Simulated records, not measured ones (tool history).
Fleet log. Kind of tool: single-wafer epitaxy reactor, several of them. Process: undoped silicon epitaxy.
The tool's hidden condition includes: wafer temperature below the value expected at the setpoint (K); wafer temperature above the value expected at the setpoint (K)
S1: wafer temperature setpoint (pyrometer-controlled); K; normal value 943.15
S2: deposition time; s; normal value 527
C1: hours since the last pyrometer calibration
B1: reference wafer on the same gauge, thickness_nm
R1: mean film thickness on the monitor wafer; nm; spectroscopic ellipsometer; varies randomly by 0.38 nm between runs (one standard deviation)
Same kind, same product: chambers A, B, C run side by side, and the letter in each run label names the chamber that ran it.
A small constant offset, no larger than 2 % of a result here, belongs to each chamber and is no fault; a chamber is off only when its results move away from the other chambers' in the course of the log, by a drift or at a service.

| run | hour | S1 | S2 | C1 | B1 | R1 |
|---|---|---|---|---|---|---|
| 1B | 4.8 | 943.15 | 527 | 850.1 | 152.95 | 133.4 |
| 2C | 13 | 943.15 | 527 | 995.7 | 153.05 | 135.63 |
| 3A | 20.1 | 943.15 | 527 | 639.3 | 153.03 | 134.46 |
| 4A | 29.3 | 943.15 | 527 | 648.5 | 153.03 | 135.13 |
| 5C | 33.7 | 943.15 | 527 | 1016.4 | 153.08 | 136.65 |
| 6B | 43 | 943.15 | 527 | 888.3 | 153.06 | 133.02 |
| 7C | 47.7 | 943.15 | 527 | 1030.4 | 152.92 | 135.9 |
| 8A | 56.2 | 943.15 | 527 | 675.4 | 152.96 | 135.62 |
| 9B | 61.1 | 943.15 | 527 | 906.4 | 153.03 | 133.76 |
| 10C | 67.7 | 943.15 | 527 | 1050.4 | 152.99 | 136.29 |
| 11A | 73.9 | 943.15 | 527 | 693.1 | 152.95 | 135.82 |
| 12B | 78.2 | 934.15 | 481 | 923.5 | 152.95 | 100.66 |
| 13C | 83.3 | 934.15 | 481 | 1066 | 152.98 | 102.57 |
| 14B | 91.1 | 934.15 | 481 | 936.4 | 152.92 | 100.7 |
| 15A | 96.5 | 943.15 | 527 | 715.7 | 153.07 | 135.04 |
| 16B | 101.9 | 943.15 | 527 | 947.2 | 153 | 133.72 |
| 17C | 110.2 | 943.15 | 527 | 1092.9 | 153.08 | 136.22 |
| 18A | 116.2 | 943.15 | 527 | 735.4 | 153.02 | 134.84 |
| 19C | 124.6 | 943.15 | 527 | 1107.3 | 152.86 | 136.36 |
| 20A | 131.5 | 951.15 | 527 | 750.7 | 153.09 | 160.44 |
| 21B | 137.5 | 951.15 | 527 | 982.8 | 152.92 | 157.71 |
| 22C | 147.1 | 951.15 | 527 | 1129.8 | 152.95 | 160.13 |
| 23A | 152.4 | 943.15 | 527 | 771.6 | 153.09 | 135.26 |
| 24B | 158.5 | 943.15 | 527 | 1003.8 | 152.99 | 133.65 |
| 25C | 163 | 943.15 | 527 | 1145.7 | 153.03 | 136.09 |
| 26A | 169.7 | 943.15 | 527 | 788.9 | 152.99 | 135.88 |
| 27B | 176.9 | 943.15 | 527 | 1022.2 | 153.11 | 133.29 |
| 28A | 182.3 | 943.15 | 527 | 801.5 | 152.97 | 135.43 |
| 29C | 189.9 | 943.15 | 527 | 1172.6 | 152.91 | 135.63 |
| 30B | 196.9 | 943.15 | 527 | 1042.2 | 152.98 | 133.18 |
| 31B | 205.3 | 951.15 | 436 | 1050.6 | 152.97 | 130.55 |
| 32A | 211.4 | 951.15 | 436 | 830.6 | 152.94 | 132.56 |
| 33C | 220.6 | 951.15 | 436 | 1203.3 | 153.04 | 132.49 |
| 34B | 226.4 | 943.15 | 527 | 1071.7 | 152.95 | 134.1 |
| 35C | 230.8 | 943.15 | 527 | 1213.5 | 152.92 | 135.71 |
| 36A | 235.6 | 950.15 | 606 | 854.8 | 153.11 | 180.11 |
| 37B | 241.7 | 950.15 | 606 | 1087 | 153.07 | 178.2 |
| 38C | 247.3 | 950.15 | 606 | 1230 | 152.95 | 180.43 |
| 39A | 256.8 | 943.15 | 527 | 876 | 152.97 | 135.84 |
| 40C | 266 | 943.15 | 527 | 1248.7 | 152.98 | 135.89 |
| 41A | 274.4 | 953.15 | 559 | 893.6 | 152.91 | 177.15 |

The same settings go to every chamber for the next run, one line per chamber below. Forecast the results for each:
| 42A | 281.2 | 932.15 | 527 |  |  | ? |
| 42B | 281.2 | 932.15 | 527 |  |  | ? |
| 42C | 281.2 | 932.15 | 527 |  |  | ? |

| run | R1 |
|---|---|
| 42A | 106.59 |
| 42B | 106.46 |
| 42C | 107.49 |
